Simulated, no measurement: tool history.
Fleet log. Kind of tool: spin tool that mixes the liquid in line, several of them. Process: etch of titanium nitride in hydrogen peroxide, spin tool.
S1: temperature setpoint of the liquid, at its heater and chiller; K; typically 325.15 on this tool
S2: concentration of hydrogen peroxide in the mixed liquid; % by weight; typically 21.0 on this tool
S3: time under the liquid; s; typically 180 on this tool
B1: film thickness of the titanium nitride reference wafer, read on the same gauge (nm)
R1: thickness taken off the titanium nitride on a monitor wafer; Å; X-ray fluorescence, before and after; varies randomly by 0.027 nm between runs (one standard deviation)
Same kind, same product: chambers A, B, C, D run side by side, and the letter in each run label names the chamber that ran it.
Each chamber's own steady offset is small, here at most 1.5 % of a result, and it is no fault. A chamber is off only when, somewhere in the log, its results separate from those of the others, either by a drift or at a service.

run   hour      S1    S2   S3      B1      R1
 1D    6.7  325.15  21.0  180  150.02  51.848
 2B   13.1  325.15  21.0  180  149.98  52.198
 3A   24.3  325.15  21.0  180  149.97  51.812
 4C   36.2  325.15  21.0  180  150.00  51.814
      38.3  -- chamber C: peroxide flow meter replaced
 5C   42.5  325.15  21.0  180  150.03  52.074
 6D   53.4  325.15  21.0  180  150.01  51.744
 7B   62.6  325.15  21.0  180  150.00  52.051
 8A   71.1  325.15  21.0  180  149.98  51.461
 9A   81.0  325.15  21.0  180  149.98  51.186
10C   87.7  325.15  17.5  180  150.02  50.183
      91.4  -- chamber D: new drum of peroxide connected
11B   96.5  325.15  17.5  180  150.02  49.975
12D  108.3  325.15  17.5  180  150.01  49.862
13B  116.7  325.15  17.5  180  150.00  49.960
14A  124.5  325.15  21.0  180  149.99  50.588
15D  130.9  325.15  21.0  180  150.02  51.447
16C  139.4  325.15  21.0  180  149.97  52.603
17C  145.0  325.15  21.0  180  150.00  52.936
18D  151.0  325.15  21.0  180  150.01  51.573
19A  159.5  325.15  21.0  180  149.97  50.569
     161.9  -- chamber B: thermometer replaced
20B  167.7  325.15  21.0  180  149.99  52.130
21D  173.7  325.15  21.0  180  150.00  51.585
     177.0  -- chamber A: thermometer replaced
     181.2  -- chamber A: new drum of peroxide connected
22C  181.4  325.15  21.0  180  150.00  52.294
23A  187.0  325.15  16.0  260  149.99  68.050
24B  198.3  325.15  16.0  260  149.99  70.957
25B  205.6  325.15  16.0  260  150.01  71.520
26D  211.3  325.15  16.0  260  150.02  70.520
27C  220.6  325.15  21.0  180  150.00  52.299
28A  227.8  325.15  21.0  180  150.01  48.892
29A  233.0  329.65  19.0  180  149.99  65.901
30C  240.5  329.65  19.0  180  150.02  70.581

Is one chamber off against the others, does the gauge drift, or is nothing wrong? If a chamber is off, say which, and what the likeliest cause is.

Little by little, chamber A moves away from the other chambers.
Likeliest cause: temperature lost on the way to the wafer (K) = 0.883.

Here are 4 candidates for chamber A's next run, each the usual settings with a change, their results left as question marks. Which one brings its results back in line with what the others give on the usual settings?
To be in line, a result may differ from the other chambers' mean on the usual settings by at most: R1 0.930 Å
31A-1  249.2  327.15  21.0  180       ?
31A-2  249.2  323.15  21.0  180       ?
31A-3  249.2  326.15  21.0  180       ?
31A-4  249.2  324.65  21.0  175       ?

The other chambers' mean on the usual settings: R1 51.995 Å
  run      R1
31A-1  56.061
31A-2  42.258
31A-3  52.251
31A-4  45.690
The answer is 31A-3, which returns the chamber to within the allowed miss of the others.
